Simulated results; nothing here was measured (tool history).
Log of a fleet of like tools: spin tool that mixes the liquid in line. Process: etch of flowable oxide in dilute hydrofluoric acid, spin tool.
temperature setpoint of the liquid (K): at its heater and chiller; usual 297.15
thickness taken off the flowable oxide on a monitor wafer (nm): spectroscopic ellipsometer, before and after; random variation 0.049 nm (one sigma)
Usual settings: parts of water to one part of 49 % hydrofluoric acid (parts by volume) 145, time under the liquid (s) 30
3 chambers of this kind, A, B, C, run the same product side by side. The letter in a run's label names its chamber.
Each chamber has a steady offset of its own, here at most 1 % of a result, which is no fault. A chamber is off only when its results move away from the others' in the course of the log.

run   hour  temperature setpoint of the liquid (K)  parts of water to one part of 49 % hydrofluoric acid (parts by volume)  time under the liquid (s)  read-back film thickness of the flowable oxide reference wafer, read on the same gauge (nm)  thickness taken off the flowable oxide on a monitor wafer (nm)
 1A    5.7                                  297.15                                                                     145                         30                                                                                       50.062                                                          8.6267
 2B   10.6                                  297.15                                                                     145                         30                                                                                       50.010                                                          8.6326
 3C   20.1                                  297.15                                                                     145                         30                                                                                       49.995                                                          8.5654
 4B   30.5                                  297.15                                                                     145                         30                                                                                       50.021                                                          8.6766
 5C   36.9                                  297.15                                                                     145                         30                                                                                       50.004                                                          8.6360
 6A   41.8                                  297.15                                                                     145                         30                                                                                       50.015                                                          8.6867
 7A   48.2                                  297.15                                                                     145                         30                                                                                       50.012                                                          8.7197
 8B   54.5                                  297.15                                                                     145                         30                                                                                       50.022                                                          8.4583
 9C   60.1                                  297.15                                                                     145                         30                                                                                       50.004                                                          8.5285
10B   65.8                                  297.15                                                                     145                         30                                                                                       49.986                                                          8.4874
11A   73.7                                  297.15                                                                     145                         30                                                                                       49.962                                                          8.7035
12C   82.6                                  297.15                                                                     145                         30                                                                                       49.968                                                          8.5619
13B   93.4                                  297.15                                                                     185                         30                                                                                       49.984                                                          6.2861
14A   99.0                                  297.15                                                                     185                         30                                                                                       49.992                                                          6.5675
15C  104.9                                  297.15                                                                     185                         30                                                                                       49.979                                                          6.4690
16B  113.0                                  297.15                                                                     145                         30                                                                                       49.964                                                          8.3011
     116.3  -- chamber C: hydrofluoric acid flow meter replaced
17A  118.5                                  297.15                                                                     145                         30                                                                                       50.028                                                          8.7063
18C  128.0                                  297.15                                                                     145                         30                                                                                       49.988                                                          8.5840
19A  133.4                                  297.15                                                                     145                         30                                                                                       50.000                                                          8.7579
20C  144.1                                  297.15                                                                     145                         30                                                                                       50.015                                                          8.6460
21B  151.5                                  297.15                                                                     145                         30                                                                                       50.006                                                          8.1819
22C  159.1                                  297.15                                                                     145                         30                                                                                       49.995                                                          8.6259
23B  166.7                                  297.15                                                                     145                         30                                                                                       49.981                                                          8.1158
24A  173.9                                  297.15                                                                     145                         30                                                                                       50.003                                                          8.6862
25A  182.7                                  297.15                                                                      85                         30                                                                                       49.959                                                         15.9400
26C  190.3                                  297.15                                                                      85                         30                                                                                       49.969                                                         15.6550
27B  198.9                                  297.15                                                                      85                         30                                                                                       49.969                                                         14.6430

All 3 chambers run these settings next. Forecast each chamber's results:
28A  206.7                                  297.15                                                                     145                         40                                                                                                                                                            ?
28B  206.7                                  297.15                                                                     145                         40                                                                                                                                                            ?
28C  206.7                                  297.15                                                                     145                         40                                                                                                                                                            ?

run  thickness taken off the flowable oxide on a monitor wafer (nm)
28A                                                         11.5660
28B                                                         10.5780
28C                                                         11.4950
